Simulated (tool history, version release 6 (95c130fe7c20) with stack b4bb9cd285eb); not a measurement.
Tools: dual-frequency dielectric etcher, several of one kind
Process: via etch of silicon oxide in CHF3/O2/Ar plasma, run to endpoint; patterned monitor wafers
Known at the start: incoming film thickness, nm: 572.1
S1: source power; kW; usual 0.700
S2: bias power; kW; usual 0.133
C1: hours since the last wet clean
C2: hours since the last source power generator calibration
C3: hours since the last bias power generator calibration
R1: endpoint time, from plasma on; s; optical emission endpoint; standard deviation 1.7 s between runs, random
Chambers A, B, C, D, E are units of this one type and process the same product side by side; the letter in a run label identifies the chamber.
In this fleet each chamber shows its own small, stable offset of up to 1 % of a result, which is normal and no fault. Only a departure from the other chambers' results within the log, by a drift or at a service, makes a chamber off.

run 1B hour=6.1 | S1=0.700 S2=0.133 | C1=463.2 C2=2403.2 C3=742.7 | R1=298.54
-- hour=9.4 chamber C: wet clean of the chamber
run 2D hour=12.1 | S1=0.700 S2=0.133 | C1=240.5 C2=557.3 C3=1197.4 | R1=303.31
-- hour=22.7 chamber A: source power generator calibrated
run 3A hour=23.2 | S1=0.700 S2=0.133 | C1=223.9 C2=0.5 C3=3382.6 | R1=301.92
run 4C hour=30.3 | S1=0.700 S2=0.133 | C1=20.9 C2=2771.8 C3=4943.7 | R1=299.20
run 5E hour=36.1 | S1=0.700 S2=0.133 | C1=54.7 C2=101.0 C3=623.0 | R1=298.17
run 6A hour=47.1 | S1=0.700 S2=0.133 | C1=247.8 C2=24.4 C3=3406.5 | R1=304.44
run 7D hour=55.6 | S1=0.700 S2=0.133 | C1=284.0 C2=600.8 C3=1240.9 | R1=302.74
run 8C hour=67.6 | S1=0.700 S2=0.133 | C1=58.2 C2=2809.1 C3=4981.0 | R1=298.46
run 9B hour=77.9 | S1=0.700 S2=0.133 | C1=535.0 C2=2475.0 C3=814.5 | R1=297.33
run 10E hour=90.2 | S1=0.700 S2=0.133 | C1=108.8 C2=155.1 C3=677.1 | R1=299.68
run 11A hour=96.9 | S1=0.700 S2=0.133 | C1=297.6 C2=74.2 C3=3456.3 | R1=300.05
run 12B hour=108.5 | S1=0.700 S2=0.133 | C1=565.6 C2=2505.6 C3=845.1 | R1=302.20
run 13C hour=118.6 | S1=0.700 S2=0.133 | C1=109.2 C2=2860.1 C3=5032.0 | R1=300.64
run 14E hour=130.6 | S1=0.700 S2=0.133 | C1=149.2 C2=195.5 C3=717.5 | R1=298.65
run 15D hour=140.2 | S1=0.700 S2=0.133 | C1=368.6 C2=685.4 C3=1325.5 | R1=303.49
run 16A hour=151.6 | S1=0.700 S2=0.133 | C1=352.3 C2=128.9 C3=3511.0 | R1=304.44
-- hour=152.9 chamber B: wet clean of the chamber
run 17B hour=158.8 | S1=0.700 S2=0.133 | C1=5.9 C2=2555.9 C3=895.4 | R1=315.53
run 18C hour=169.0 | S1=0.700 S2=0.133 | C1=159.6 C2=2910.5 C3=5082.4 | R1=299.17
run 19D hour=177.0 | S1=0.700 S2=0.133 | C1=405.4 C2=722.2 C3=1362.3 | R1=304.95
run 20E hour=185.3 | S1=0.700 S2=0.133 | C1=203.9 C2=250.2 C3=772.2 | R1=298.28
run 21D hour=193.8 | S1=0.700 S2=0.133 | C1=422.2 C2=739.0 C3=1379.1 | R1=300.09
run 22A hour=207.2 | S1=0.700 S2=0.133 | C1=407.9 C2=184.5 C3=3566.6 | R1=299.49
run 23B hour=218.0 | S1=0.700 S2=0.133 | C1=65.1 C2=2615.1 C3=954.6 | R1=314.41
run 24C hour=230.9 | S1=0.820 S2=0.133 | C1=221.5 C2=2972.4 C3=5144.3 | R1=277.81
run 25E hour=237.2 | S1=0.820 S2=0.133 | C1=255.8 C2=302.1 C3=824.1 | R1=279.93
run 26C hour=246.8 | S1=0.820 S2=0.133 | C1=237.4 C2=2988.3 C3=5160.2 | R1=282.19
-- hour=246.9 chamber A: wet clean of the chamber
run 27E hour=257.7 | S1=0.820 S2=0.133 | C1=276.3 C2=322.6 C3=844.6 | R1=279.84
run 28D hour=269.5 | S1=0.820 S2=0.133 | C1=497.9 C2=814.7 C3=1454.8 | R1=287.64
run 29A hour=275.5 | S1=0.700 S2=0.133 | C1=28.7 C2=252.8 C3=3634.9 | R1=301.91
run 30B hour=288.4 | S1=0.700 S2=0.133 | C1=135.5 C2=2685.5 C3=1025.0 | R1=311.05
run 31A hour=296.2 | S1=0.700 S2=0.133 | C1=49.4 C2=273.5 C3=3655.6 | R1=302.20
run 32B hour=303.7 | S1=0.700 S2=0.133 | C1=150.8 C2=2700.8 C3=1040.3 | R1=315.34
-- hour=313.8 chamber C: bias power generator calibrated
run 33D hour=314.7 | S1=0.700 S2=0.133 | C1=543.1 C2=859.9 C3=1500.0 | R1=297.88
run 34C hour=321.8 | S1=0.700 S2=0.133 | C1=312.4 C2=3063.3 C3=8.0 | R1=299.68
run 35E hour=331.9 | S1=0.700 S2=0.133 | C1=350.5 C2=396.8 C3=918.8 | R1=298.22

Has any chamber moved away from the others, gradually or after a service, or does the common gauge drift, or do the chambers differ only by their own small steady offsets? State the chamber and the most likely cause if one applies.

After it was serviced, chamber B no longer matches the other chambers.
Likeliest cause: etch rate under this chamber's usual, % = 4.35.

Chamber B could run next with any of the 4 candidate recipes listed below; each alters the usual settings, and their results appear as question marks. Which one brings its results back in line with what the other chambers deliver on the usual settings?
In-line tolerance around the mean of the other chambers on the usual settings: R1 5.80 s
run 36B-1 hour=341.5 | S1=0.690 S2=0.131 | R1=?
run 36B-2 hour=341.5 | S1=0.720 S2=0.133 | R1=?
run 36B-3 hour=341.5 | S1=0.650 S2=0.126 | R1=?
run 36B-4 hour=341.5 | S1=0.700 S2=0.152 | R1=?

Mean of the other chambers on the usual settings: R1 300.34 s
run=36B-1 R1=317.85
run=36B-2 R1=311.10
run=36B-3 R1=329.37
run=36B-4 R1=301.44
The answer is 36B-4, which returns the chamber to within the allowed miss of the others.
